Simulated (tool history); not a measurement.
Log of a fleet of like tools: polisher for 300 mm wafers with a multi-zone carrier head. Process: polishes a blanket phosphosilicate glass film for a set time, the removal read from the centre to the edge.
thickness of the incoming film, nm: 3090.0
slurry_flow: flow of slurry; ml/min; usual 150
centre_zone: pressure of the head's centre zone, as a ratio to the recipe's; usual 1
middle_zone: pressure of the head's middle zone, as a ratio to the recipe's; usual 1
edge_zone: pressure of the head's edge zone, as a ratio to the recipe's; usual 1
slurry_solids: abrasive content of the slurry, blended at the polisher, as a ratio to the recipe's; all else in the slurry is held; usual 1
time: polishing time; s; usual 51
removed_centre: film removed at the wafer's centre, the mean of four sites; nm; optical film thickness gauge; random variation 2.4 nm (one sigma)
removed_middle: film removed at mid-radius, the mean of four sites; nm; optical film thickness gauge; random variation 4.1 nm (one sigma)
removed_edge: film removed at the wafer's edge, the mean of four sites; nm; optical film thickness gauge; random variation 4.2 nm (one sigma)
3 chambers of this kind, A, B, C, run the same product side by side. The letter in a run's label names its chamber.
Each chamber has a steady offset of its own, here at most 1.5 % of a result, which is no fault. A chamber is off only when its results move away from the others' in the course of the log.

| run | hour | slurry_flow | centre_zone | middle_zone | edge_zone | slurry_solids | time | wafers polished on this pad | hours since the slurry nozzle was cleaned | hours since the centre zone pressure was calibrated | hours since the edge zone pressure was calibrated | removed_centre | removed_middle | removed_edge |
|---|---|---|---|---|---|---|---|---|---|---|---|---|---|---|
|  | 0.2 | chamber C: worn pad replaced by a new one |
| 1C | 7.7 | 150 | 1 | 1 | 1 | 1 | 51 | 81 | 627.6 | 245.9 | 649.4 | 297.44 | 297.77 | 311.93 |
| 2B | 14.5 | 150 | 1 | 1 | 1 | 1 | 51 | 369 | 43.1 | 753.7 | 550.3 | 305.35 | 302.88 | 306.12 |
| 3A | 24.4 | 150 | 1 | 1 | 1 | 1 | 51 | 504 | 391 | 327.7 | 1635.4 | 305.56 | 303.37 | 303.88 |
|  | 32.7 | chamber A: slurry nozzle cleaned |
| 4C | 38.2 | 150 | 1 | 1 | 1 | 1 | 51 | 409 | 658.1 | 276.4 | 679.9 | 302.8 | 295.78 | 307.48 |
|  | 42.4 | chamber A: worn pad replaced by a new one |
| 5A | 48.1 | 150 | 1 | 1 | 1 | 1 | 51 | 61 | 15.5 | 351.4 | 1659.1 | 302.05 | 310.42 | 300.45 |
| 6B | 59.3 | 150 | 1 | 1 | 1 | 1 | 51 | 851 | 87.9 | 798.5 | 595.1 | 298.38 | 292.2 | 294.62 |
| 7B | 70.2 | 150 | 1 | 1 | 1 | 1 | 51 | 968 | 98.8 | 809.4 | 606 | 294.65 | 295.56 | 299.51 |
|  | 77.7 | chamber C: worn pad replaced by a new one |
|  | 78.3 | chamber A: edge zone pressure recalibrated |
| 8C | 80.9 | 150 | 1 | 1 | 1 | 1 | 51 | 34 | 700.8 | 319.1 | 722.6 | 298.63 | 304.79 | 296.58 |
| 9A | 90.9 | 150 | 1 | 1 | 1 | 1 | 51 | 522 | 58.3 | 394.2 | 12.6 | 301.1 | 301.06 | 303.05 |
| 10A | 102 | 150 | 1 | 1 | 1 | 1 | 51 | 641 | 69.4 | 405.3 | 23.7 | 307.79 | 305.82 | 303.8 |
|  | 111.7 | chamber C: edge zone pressure recalibrated |
|  | 115.1 | chamber A: worn pad replaced by a new one |
| 11C | 115.8 | 150 | 1 | 1 | 1 | 1 | 51 | 410 | 735.7 | 354 | 4.1 | 303.93 | 297.66 | 308.1 |
| 12B | 129.6 | 150 | 1 | 1 | 1 | 1 | 51 | 1608 | 158.2 | 868.8 | 665.4 | 293.22 | 293.7 | 289.49 |
|  | 140.3 | chamber C: slurry nozzle cleaned |
| 13C | 142 | 150 | 1 | 1 | 1 | 1 | 51 | 692 | 1.8 | 380.2 | 30.3 | 297.97 | 292.62 | 299.67 |
| 14B | 149.1 | 150 | 1 | 1 | 1 | 1 | 51 | 1818 | 177.7 | 888.3 | 684.9 | 286.89 | 292.02 | 289.32 |
| 15A | 163.1 | 150 | 1 | 1 | 1 | 1 | 51 | 517 | 130.5 | 466.4 | 84.8 | 304.07 | 305.01 | 301.49 |
|  | 170.4 | chamber C: worn pad replaced by a new one |
| 16A | 172.1 | 150 | 1 | 0.94 | 1 | 1 | 41 | 614 | 139.5 | 475.4 | 93.8 | 240.93 | 231.74 | 241.46 |
| 17C | 180.5 | 150 | 1 | 0.94 | 1 | 1 | 41 | 109 | 40.3 | 418.7 | 68.8 | 244.28 | 228.36 | 240.61 |
| 18B | 194.4 | 150 | 1 | 0.94 | 1 | 1 | 41 | 2305 | 223 | 933.6 | 730.2 | 228.96 | 220.72 | 225.82 |
| 19B | 203.5 | 150 | 1 | 1 | 1 | 1 | 51 | 2403 | 232.1 | 942.7 | 739.3 | 284.82 | 280.08 | 282.78 |
| 20C | 213.9 | 150 | 1 | 1 | 1 | 1 | 51 | 469 | 73.7 | 452.1 | 102.2 | 300.79 | 300.78 | 295.4 |

Is one chamber off against the others, does the gauge drift, or is nothing wrong? If a chamber is off, say which, and what the likeliest cause is.

Chamber B drifts away from the others.
Cause: removal rate lost through wear of the pad, % = 6.46.
The log may not tell that from: slurry flow missing at the pad, %.

Here are 4 candidates for chamber B's next run, each the usual settings with a change, their results left as question marks. Which one brings its results back in line with what the others give on the usual settings?
In line means no further than this from the other chambers' mean on the usual settings: removed_centre 8.2 nm; removed_middle 14 nm; removed_edge 15 nm
| 21B-1 | 225 | 150 | 1 | 0.99 | 1 | 1 | 48 |  |  |  |  | ? | ? | ? |
| 21B-2 | 225 | 150 | 1.01 | 0.99 | 0.99 | 0.95 | 46 |  |  |  |  | ? | ? | ? |
| 21B-3 | 225 | 150 | 0.99 | 1.01 | 1 | 1 | 55 |  |  |  |  | ? | ? | ? |
| 21B-4 | 225 | 150 | 0.99 | 1.01 | 1.01 | 1.05 | 56 |  |  |  |  | ? | ? | ? |

The other chambers' mean on the usual settings: removed_centre 302.34 nm; removed_middle 302.12 nm; removed_edge 303.89 nm
| run | removed_centre | removed_middle | removed_edge |
|---|---|---|---|
| 21B-1 | 266.77 | 261.34 | 266.83 |
| 21B-2 | 252.57 | 244.76 | 248.59 |
| 21B-3 | 302.4 | 304.93 | 305.65 |
| 21B-4 | 314.52 | 317.14 | 319.58 |
21B-3 brings the chamber back in line.

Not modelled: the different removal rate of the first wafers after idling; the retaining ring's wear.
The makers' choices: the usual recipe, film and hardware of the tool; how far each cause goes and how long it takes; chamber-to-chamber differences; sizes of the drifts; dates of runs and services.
